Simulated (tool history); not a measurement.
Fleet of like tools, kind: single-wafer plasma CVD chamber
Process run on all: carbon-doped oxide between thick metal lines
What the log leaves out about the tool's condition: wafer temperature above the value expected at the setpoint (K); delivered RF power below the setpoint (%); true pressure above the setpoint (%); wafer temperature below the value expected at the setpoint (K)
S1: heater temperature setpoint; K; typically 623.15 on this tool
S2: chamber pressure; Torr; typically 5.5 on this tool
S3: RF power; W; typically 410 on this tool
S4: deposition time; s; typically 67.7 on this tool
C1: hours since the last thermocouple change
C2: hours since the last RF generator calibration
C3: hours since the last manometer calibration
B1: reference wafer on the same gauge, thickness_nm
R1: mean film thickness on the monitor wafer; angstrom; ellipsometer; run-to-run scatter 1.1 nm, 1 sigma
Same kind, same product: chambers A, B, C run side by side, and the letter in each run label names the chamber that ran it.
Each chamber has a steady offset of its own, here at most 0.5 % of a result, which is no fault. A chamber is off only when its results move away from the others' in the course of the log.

| run | day | S1 | S2 | S3 | S4 | C1 | C2 | C3 | B1 | R1 |
|---|---|---|---|---|---|---|---|---|---|---|
| 1C | 0.55 | 623.15 | 5.5 | 410 | 67.7 | 35.2 | 518.8 | 847 | 247.94 | 3034 |
| 2A | 1.075 | 623.15 | 5.5 | 410 | 67.7 | 189.5 | 654 | 1619.9 | 248.02 | 3039.3 |
| 3B | 1.392 | 623.15 | 5.5 | 410 | 67.7 | 2389 | 475.9 | 650.2 | 248.05 | 3053.8 |
| 4C | 1.667 | 623.15 | 5.5 | 410 | 67.7 | 62 | 545.6 | 873.8 | 248.13 | 3018.5 |
| 5A | 2.254 | 623.15 | 5.5 | 410 | 67.7 | 217.8 | 682.3 | 1648.2 | 248.12 | 3017.5 |
| 6B | 2.804 | 623.15 | 5.5 | 410 | 67.7 | 2422.9 | 509.8 | 684.1 | 247.88 | 3044.5 |
| 7C | 3.3 | 623.15 | 5.5 | 410 | 67.7 | 101.2 | 584.8 | 913 | 247.98 | 3032.2 |
| 8B | 3.896 | 623.15 | 5.5 | 410 | 67.7 | 2449.1 | 536 | 710.3 | 247.95 | 3031.1 |
| 9A | 4.346 | 623.15 | 5.5 | 410 | 67.7 | 268 | 732.5 | 1698.4 | 247.89 | 3029.9 |
| 10C | 4.767 | 623.15 | 5.5 | 410 | 67.7 | 136.4 | 620 | 948.2 | 248.03 | 3032.1 |
| 11B | 5.254 | 623.15 | 5.5 | 410 | 67.7 | 2481.7 | 568.6 | 742.9 | 248.18 | 3025.4 |
|  | 5.558 | chamber B: thermocouple changed; heater temperature recalibrated |
| 12A | 5.604 | 623.15 | 5.5 | 410 | 67.7 | 298.2 | 762.7 | 1728.6 | 247.83 | 3022.2 |
| 13A | 5.917 | 623.15 | 5.5 | 410 | 67.7 | 305.7 | 770.2 | 1736.1 | 248.04 | 3037.1 |
| 14B | 6.408 | 623.15 | 5.5 | 410 | 67.7 | 20.5 | 596.3 | 770.6 | 248.04 | 2967.9 |
| 15C | 6.8 | 623.15 | 4.24 | 370 | 67.7 | 185.2 | 668.8 | 997 | 248.14 | 2687.2 |
| 16C | 7.258 | 623.15 | 4.24 | 370 | 67.7 | 196.2 | 679.8 | 1008 | 248.06 | 2705.5 |
| 17B | 7.717 | 623.15 | 4.24 | 370 | 67.7 | 51.9 | 627.7 | 802 | 247.83 | 2614.3 |
| 18A | 8.083 | 623.15 | 5.5 | 410 | 67.7 | 357.7 | 822.2 | 1788.1 | 247.87 | 3038.6 |
| 19C | 8.488 | 623.15 | 5.5 | 410 | 67.7 | 225.7 | 709.3 | 1037.5 | 248.03 | 3006.4 |
| 20A | 8.875 | 623.15 | 5.5 | 410 | 67.7 | 376.7 | 841.2 | 1807.1 | 248.21 | 3040.2 |

Each of the 3 chambers runs these same settings next. Fill in every chamber's results:
| 21A | 9.304 | 623.15 | 6.1 | 410 | 67.7 |  |  |  |  | ? |
| 21B | 9.304 | 623.15 | 6.1 | 410 | 67.7 |  |  |  |  | ? |
| 21C | 9.304 | 623.15 | 6.1 | 410 | 67.7 |  |  |  |  | ? |

| run | R1 |
|---|---|
| 21A | 3073.7 |
| 21B | 2953.4 |
| 21C | 3062.4 |

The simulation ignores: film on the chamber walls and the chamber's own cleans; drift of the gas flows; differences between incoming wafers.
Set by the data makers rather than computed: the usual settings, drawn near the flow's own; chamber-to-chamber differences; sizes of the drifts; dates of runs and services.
